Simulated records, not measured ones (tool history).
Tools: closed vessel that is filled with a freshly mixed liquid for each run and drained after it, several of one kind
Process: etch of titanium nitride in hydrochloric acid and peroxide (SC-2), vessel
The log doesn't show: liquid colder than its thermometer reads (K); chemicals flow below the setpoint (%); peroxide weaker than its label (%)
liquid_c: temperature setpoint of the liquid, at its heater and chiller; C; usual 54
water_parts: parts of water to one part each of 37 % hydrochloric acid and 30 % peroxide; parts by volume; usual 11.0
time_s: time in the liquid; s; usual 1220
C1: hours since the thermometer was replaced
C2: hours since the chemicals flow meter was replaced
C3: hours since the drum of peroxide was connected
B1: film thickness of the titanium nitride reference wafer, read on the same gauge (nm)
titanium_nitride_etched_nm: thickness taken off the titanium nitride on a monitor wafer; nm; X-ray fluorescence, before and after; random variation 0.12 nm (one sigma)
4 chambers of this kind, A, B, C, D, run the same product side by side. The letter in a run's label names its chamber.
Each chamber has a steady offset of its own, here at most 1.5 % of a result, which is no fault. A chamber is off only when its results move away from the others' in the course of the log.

{"run": "1B", "hour": 2.8, "liquid_c": 54, "water_parts": 11.0, "time_s": 1220, "C1": 1635.1, "C2": 492.4, "C3": 559.5, "B1": 79.98, "titanium_nitride_etched_nm": 37.104}
{"run": "2A", "hour": 6.3, "liquid_c": 54, "water_parts": 11.0, "time_s": 1220, "C1": 648.5, "C2": 1910.5, "C3": 227.6, "B1": 80.005, "titanium_nitride_etched_nm": 37.943}
{"run": "3C", "hour": 12.0, "liquid_c": 54, "water_parts": 11.0, "time_s": 1220, "C1": 296.5, "C2": 328.4, "C3": 73.9, "B1": 80.024, "titanium_nitride_etched_nm": 37.467}
{"run": "4D", "hour": 14.9, "liquid_c": 54, "water_parts": 11.0, "time_s": 1220, "C1": 538.3, "C2": 778.5, "C3": 129.4, "B1": 80.0, "titanium_nitride_etched_nm": 37.409}
{"run": "5B", "hour": 17.5, "liquid_c": 54, "water_parts": 11.0, "time_s": 1220, "C1": 1649.8, "C2": 507.1, "C3": 574.2, "B1": 79.995, "titanium_nitride_etched_nm": 36.74}
{"run": "6D", "hour": 20.3, "liquid_c": 49, "water_parts": 11.0, "time_s": 1590, "C1": 543.7, "C2": 783.9, "C3": 134.8, "B1": 80.001, "titanium_nitride_etched_nm": 35.324}
{"run": "7A", "hour": 25.9, "liquid_c": 49, "water_parts": 11.0, "time_s": 1590, "C1": 668.1, "C2": 1930.1, "C3": 247.2, "B1": 79.992, "titanium_nitride_etched_nm": 35.43}
{"run": "8C", "hour": 30.9, "liquid_c": 49, "water_parts": 11.0, "time_s": 1590, "C1": 315.4, "C2": 347.3, "C3": 92.8, "B1": 80.005, "titanium_nitride_etched_nm": 35.163}
{"run": "9D", "hour": 36.4, "liquid_c": 49, "water_parts": 11.0, "time_s": 1590, "C1": 559.8, "C2": 800.0, "C3": 150.9, "B1": 79.999, "titanium_nitride_etched_nm": 35.314}
{"run": "10C", "hour": 39.3, "liquid_c": 54, "water_parts": 11.0, "time_s": 1220, "C1": 323.8, "C2": 355.7, "C3": 101.2, "B1": 79.992, "titanium_nitride_etched_nm": 37.312}
{"run": "11B", "hour": 44.8, "liquid_c": 54, "water_parts": 11.0, "time_s": 1220, "C1": 1677.1, "C2": 534.4, "C3": 601.5, "B1": 79.996, "titanium_nitride_etched_nm": 36.899}
{"run": "12A", "hour": 47.9, "liquid_c": 54, "water_parts": 11.0, "time_s": 1220, "C1": 690.1, "C2": 1952.1, "C3": 269.2, "B1": 79.996, "titanium_nitride_etched_nm": 37.744}
{"run": "13D", "hour": 51.5, "liquid_c": 54, "water_parts": 11.0, "time_s": 1220, "C1": 574.9, "C2": 815.1, "C3": 166.0, "B1": 79.988, "titanium_nitride_etched_nm": 37.56}
{"run": "14C", "hour": 55.7, "liquid_c": 54, "water_parts": 11.0, "time_s": 1220, "C1": 340.2, "C2": 372.1, "C3": 117.6, "B1": 80.024, "titanium_nitride_etched_nm": 37.126}
{"hour": 56.9, "done": "chamber D: chemicals flow meter replaced"}
{"run": "15A", "hour": 58.7, "liquid_c": 54, "water_parts": 11.0, "time_s": 1220, "C1": 700.9, "C2": 1962.9, "C3": 280.0, "B1": 80.009, "titanium_nitride_etched_nm": 37.794}
{"run": "16B", "hour": 63.3, "liquid_c": 54, "water_parts": 11.0, "time_s": 1220, "C1": 1695.6, "C2": 552.9, "C3": 620.0, "B1": 80.001, "titanium_nitride_etched_nm": 37.083}
{"run": "17D", "hour": 68.5, "liquid_c": 54, "water_parts": 11.0, "time_s": 1220, "C1": 591.9, "C2": 11.6, "C3": 183.0, "B1": 79.998, "titanium_nitride_etched_nm": 37.301}
{"hour": 69.9, "done": "chamber B: new drum of peroxide connected"}
{"run": "18B", "hour": 72.6, "liquid_c": 54, "water_parts": 11.0, "time_s": 1220, "C1": 1704.9, "C2": 562.2, "C3": 2.8, "B1": 80.006, "titanium_nitride_etched_nm": 36.942}
{"run": "19A", "hour": 78.0, "liquid_c": 54, "water_parts": 11.0, "time_s": 1220, "C1": 720.2, "C2": 1982.2, "C3": 299.3, "B1": 80.003, "titanium_nitride_etched_nm": 37.667}
{"run": "20C", "hour": 81.7, "liquid_c": 54, "water_parts": 11.0, "time_s": 1220, "C1": 366.2, "C2": 398.1, "C3": 143.6, "B1": 80.011, "titanium_nitride_etched_nm": 37.08}
{"run": "21C", "hour": 87.3, "liquid_c": 58, "water_parts": 11.0, "time_s": 1220, "C1": 371.8, "C2": 403.7, "C3": 149.2, "B1": 79.991, "titanium_nitride_etched_nm": 47.832}
{"run": "22B", "hour": 90.4, "liquid_c": 58, "water_parts": 11.0, "time_s": 1220, "C1": 1722.7, "C2": 580.0, "C3": 20.6, "B1": 80.008, "titanium_nitride_etched_nm": 47.826}
{"run": "23A", "hour": 92.8, "liquid_c": 58, "water_parts": 11.0, "time_s": 1220, "C1": 735.0, "C2": 1997.0, "C3": 314.1, "B1": 79.989, "titanium_nitride_etched_nm": 48.814}
{"run": "24D", "hour": 97.4, "liquid_c": 58, "water_parts": 11.0, "time_s": 1220, "C1": 620.8, "C2": 40.5, "C3": 211.9, "B1": 79.984, "titanium_nitride_etched_nm": 48.186}
{"run": "25A", "hour": 100.9, "liquid_c": 54, "water_parts": 11.0, "time_s": 1220, "C1": 743.1, "C2": 2005.1, "C3": 322.2, "B1": 79.992, "titanium_nitride_etched_nm": 37.576}
{"run": "26D", "hour": 104.1, "liquid_c": 54, "water_parts": 11.0, "time_s": 1220, "C1": 627.5, "C2": 47.2, "C3": 218.6, "B1": 80.004, "titanium_nitride_etched_nm": 37.31}
{"run": "27B", "hour": 108.7, "liquid_c": 54, "water_parts": 11.0, "time_s": 1220, "C1": 1741.0, "C2": 598.3, "C3": 38.9, "B1": 79.997, "titanium_nitride_etched_nm": 37.049}
{"run": "28C", "hour": 111.9, "liquid_c": 54, "water_parts": 11.0, "time_s": 1220, "C1": 396.4, "C2": 428.3, "C3": 173.8, "B1": 79.996, "titanium_nitride_etched_nm": 36.857}
{"run": "29D", "hour": 114.8, "liquid_c": 54, "water_parts": 11.0, "time_s": 1220, "C1": 638.2, "C2": 57.9, "C3": 229.3, "B1": 80.016, "titanium_nitride_etched_nm": 37.475}
{"run": "30A", "hour": 119.6, "liquid_c": 54, "water_parts": 11.0, "time_s": 1220, "C1": 761.8, "C2": 2023.8, "C3": 340.9, "B1": 80.008, "titanium_nitride_etched_nm": 37.686}
{"run": "31B", "hour": 122.3, "liquid_c": 54, "water_parts": 11.0, "time_s": 1220, "C1": 1754.6, "C2": 611.9, "C3": 52.5, "B1": 79.994, "titanium_nitride_etched_nm": 37.233}
{"run": "32C", "hour": 124.9, "liquid_c": 54, "water_parts": 11.0, "time_s": 1220, "C1": 409.4, "C2": 441.3, "C3": 186.8, "B1": 79.996, "titanium_nitride_etched_nm": 36.585}
{"run": "33C", "hour": 130.0, "liquid_c": 54, "water_parts": 11.0, "time_s": 1220, "C1": 414.5, "C2": 446.4, "C3": 191.9, "B1": 80.011, "titanium_nitride_etched_nm": 36.491}
{"run": "34B", "hour": 133.6, "liquid_c": 54, "water_parts": 11.0, "time_s": 1220, "C1": 1765.9, "C2": 623.2, "C3": 63.8, "B1": 80.015, "titanium_nitride_etched_nm": 37.032}
{"run": "35A", "hour": 137.0, "liquid_c": 54, "water_parts": 11.0, "time_s": 1220, "C1": 779.2, "C2": 2041.2, "C3": 358.3, "B1": 80.011, "titanium_nitride_etched_nm": 37.6}
{"run": "36D", "hour": 139.5, "liquid_c": 54, "water_parts": 11.0, "time_s": 1220, "C1": 662.9, "C2": 82.6, "C3": 254.0, "B1": 79.985, "titanium_nitride_etched_nm": 37.552}
{"hour": 145.1, "done": "chamber B: thermometer replaced"}
{"run": "37C", "hour": 145.1, "liquid_c": 54, "water_parts": 11.0, "time_s": 1220, "C1": 429.6, "C2": 461.5, "C3": 207.0, "B1": 79.985, "titanium_nitride_etched_nm": 36.387}
{"run": "38D", "hour": 148.0, "liquid_c": 54, "water_parts": 11.0, "time_s": 1220, "C1": 671.4, "C2": 91.1, "C3": 262.5, "B1": 80.01, "titanium_nitride_etched_nm": 37.494}
{"run": "39B", "hour": 151.7, "liquid_c": 54, "water_parts": 11.0, "time_s": 1220, "C1": 6.7, "C2": 641.3, "C3": 81.9, "B1": 80.001, "titanium_nitride_etched_nm": 37.121}
{"run": "40A", "hour": 157.3, "liquid_c": 54, "water_parts": 7.5, "time_s": 1740, "C1": 799.5, "C2": 2061.5, "C3": 378.6, "B1": 80.013, "titanium_nitride_etched_nm": 73.14}
{"run": "41A", "hour": 159.9, "liquid_c": 54, "water_parts": 7.5, "time_s": 1740, "C1": 802.1, "C2": 2064.1, "C3": 381.2, "B1": 79.997, "titanium_nitride_etched_nm": 73.63}

Next, every chamber runs the same settings. What will each give?
{"run": "42A", "hour": 164.0, "liquid_c": 54, "water_parts": 11.0, "time_s": 1220, "titanium_nitride_etched_nm": "?"}
{"run": "42B", "hour": 164.0, "liquid_c": 54, "water_parts": 11.0, "time_s": 1220, "titanium_nitride_etched_nm": "?"}
{"run": "42C", "hour": 164.0, "liquid_c": 54, "water_parts": 11.0, "time_s": 1220, "titanium_nitride_etched_nm": "?"}
{"run": "42D", "hour": 164.0, "liquid_c": 54, "water_parts": 11.0, "time_s": 1220, "titanium_nitride_etched_nm": "?"}

run=42A titanium_nitride_etched_nm=37.598
run=42B titanium_nitride_etched_nm=37.084
run=42C titanium_nitride_etched_nm=36.314
run=42D titanium_nitride_etched_nm=37.362
